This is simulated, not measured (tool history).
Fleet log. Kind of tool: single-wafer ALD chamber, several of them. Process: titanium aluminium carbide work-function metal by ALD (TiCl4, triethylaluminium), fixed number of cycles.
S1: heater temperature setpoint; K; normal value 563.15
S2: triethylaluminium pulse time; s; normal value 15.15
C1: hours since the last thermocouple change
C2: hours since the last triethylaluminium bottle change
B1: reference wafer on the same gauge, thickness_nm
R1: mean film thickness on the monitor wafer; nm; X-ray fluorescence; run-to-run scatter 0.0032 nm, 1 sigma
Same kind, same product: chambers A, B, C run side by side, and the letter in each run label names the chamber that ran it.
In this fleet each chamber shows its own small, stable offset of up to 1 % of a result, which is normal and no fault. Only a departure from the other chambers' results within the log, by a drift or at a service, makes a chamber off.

Run 1A, hour 3.4: usual settings; C1 1742.4; C2 444.0; B1 1.7597. Result: R1 1.9602 nm.
Run 2C, hour 6.5: usual settings; C1 546.1; C2 269.4; B1 1.7582. Result: R1 1.9837 nm.
Run 3B, hour 9.3: usual settings; C1 595.8; C2 401.4; B1 1.7591. Result: R1 1.9585 nm.
Run 4B, hour 12.9: usual settings; C1 599.4; C2 405.0; B1 1.7580. Result: R1 1.9674 nm.
Run 5A, hour 16.3: usual settings but S1 551.15 K; C1 1755.3; C2 456.9; B1 1.7581. Result: R1 1.8546 nm.
Run 6C, hour 20.2: usual settings but S1 551.15 K; C1 559.8; C2 283.1; B1 1.7584. Result: R1 1.8692 nm.
Run 7A, hour 22.3: usual settings but S1 551.15 K; C1 1761.3; C2 462.9; B1 1.7574. Result: R1 1.8578 nm.
Run 8C, hour 26.8: usual settings; C1 566.4; C2 289.7; B1 1.7572. Result: R1 1.9777 nm.
Run 9B, hour 30.8: usual settings; C1 617.3; C2 422.9; B1 1.7559. Result: R1 1.9625 nm.
Run 10B, hour 35.3: usual settings; C1 621.8; C2 427.4; B1 1.7563. Result: R1 1.9586 nm.
Run 11A, hour 37.7: usual settings but S1 557.15 K, S2 11.17 s; C1 1776.7; C2 478.3; B1 1.7557. Result: R1 1.8805 nm.
Run 12C, hour 39.7: usual settings but S1 557.15 K, S2 11.17 s; C1 579.3; C2 302.6; B1 1.7555. Result: R1 1.8852 nm.
Run 13C, hour 42.2: usual settings but S1 557.15 K, S2 11.17 s; C1 581.8; C2 305.1; B1 1.7563. Result: R1 1.8892 nm.
Run 14B, hour 46.6: usual settings but S1 548.15 K, S2 11.75 s; C1 633.1; C2 438.7; B1 1.7553. Result: R1 1.8027 nm.
Run 15A, hour 48.9: usual settings but S1 548.15 K, S2 11.75 s; C1 1787.9; C2 489.5; B1 1.7549. Result: R1 1.8072 nm.
Run 16B, hour 52.1: usual settings but S1 548.15 K, S2 11.75 s; C1 638.6; C2 444.2; B1 1.7545. Result: R1 1.8090 nm.
Run 17C, hour 56.6: usual settings; C1 596.2; C2 319.5; B1 1.7549. Result: R1 1.9737 nm.
Run 18A, hour 61.0: usual settings; C1 1800.0; C2 501.6; B1 1.7525. Result: R1 1.9588 nm.
Run 19B, hour 64.6: usual settings; C1 651.1; C2 456.7; B1 1.7525. Result: R1 1.9561 nm.
Run 20A, hour 68.6: usual settings; C1 1807.6; C2 509.2; B1 1.7520. Result: R1 1.9641 nm.
Run 21C, hour 71.9: usual settings; C1 611.5; C2 334.8; B1 1.7520. Result: R1 1.9673 nm.
Run 22A, hour 76.4: usual settings; C1 1815.4; C2 517.0; B1 1.7521. Result: R1 1.9564 nm.
Run 23B, hour 79.3: usual settings; C1 665.8; C2 471.4; B1 1.7509. Result: R1 1.9531 nm.
Run 24C, hour 82.7: usual settings; C1 622.3; C2 345.6; B1 1.7510. Result: R1 1.9690 nm.
Run 25C, hour 86.5: usual settings; C1 626.1; C2 349.4; B1 1.7506. Result: R1 1.9691 nm.
Run 26A, hour 90.7: usual settings; C1 1829.7; C2 531.3; B1 1.7500. Result: R1 1.9555 nm.
Run 27B, hour 95.5: usual settings; C1 682.0; C2 487.6; B1 1.7496. Result: R1 1.9510 nm.
Run 28B, hour 98.7: usual settings; C1 685.2; C2 490.8; B1 1.7491. Result: R1 1.9508 nm.
Run 29C, hour 100.8: usual settings but S1 577.15 K; C1 640.4; C2 363.7; B1 1.7479. Result: R1 2.0929 nm.
Run 30A, hour 104.1: usual settings but S1 577.15 K; C1 1843.1; C2 544.7; B1 1.7488. Result: R1 2.0834 nm.

The same settings go to every chamber for the next run, one line per chamber below. Forecast the results for each:
Run 31A, hour 107.5: usual settings. Result: R1 ?.
Run 31B, hour 107.5: usual settings. Result: R1 ?.
Run 31C, hour 107.5: usual settings. Result: R1 ?.

run      R1
31A  1.9531
31B  1.9412
31C  1.9651

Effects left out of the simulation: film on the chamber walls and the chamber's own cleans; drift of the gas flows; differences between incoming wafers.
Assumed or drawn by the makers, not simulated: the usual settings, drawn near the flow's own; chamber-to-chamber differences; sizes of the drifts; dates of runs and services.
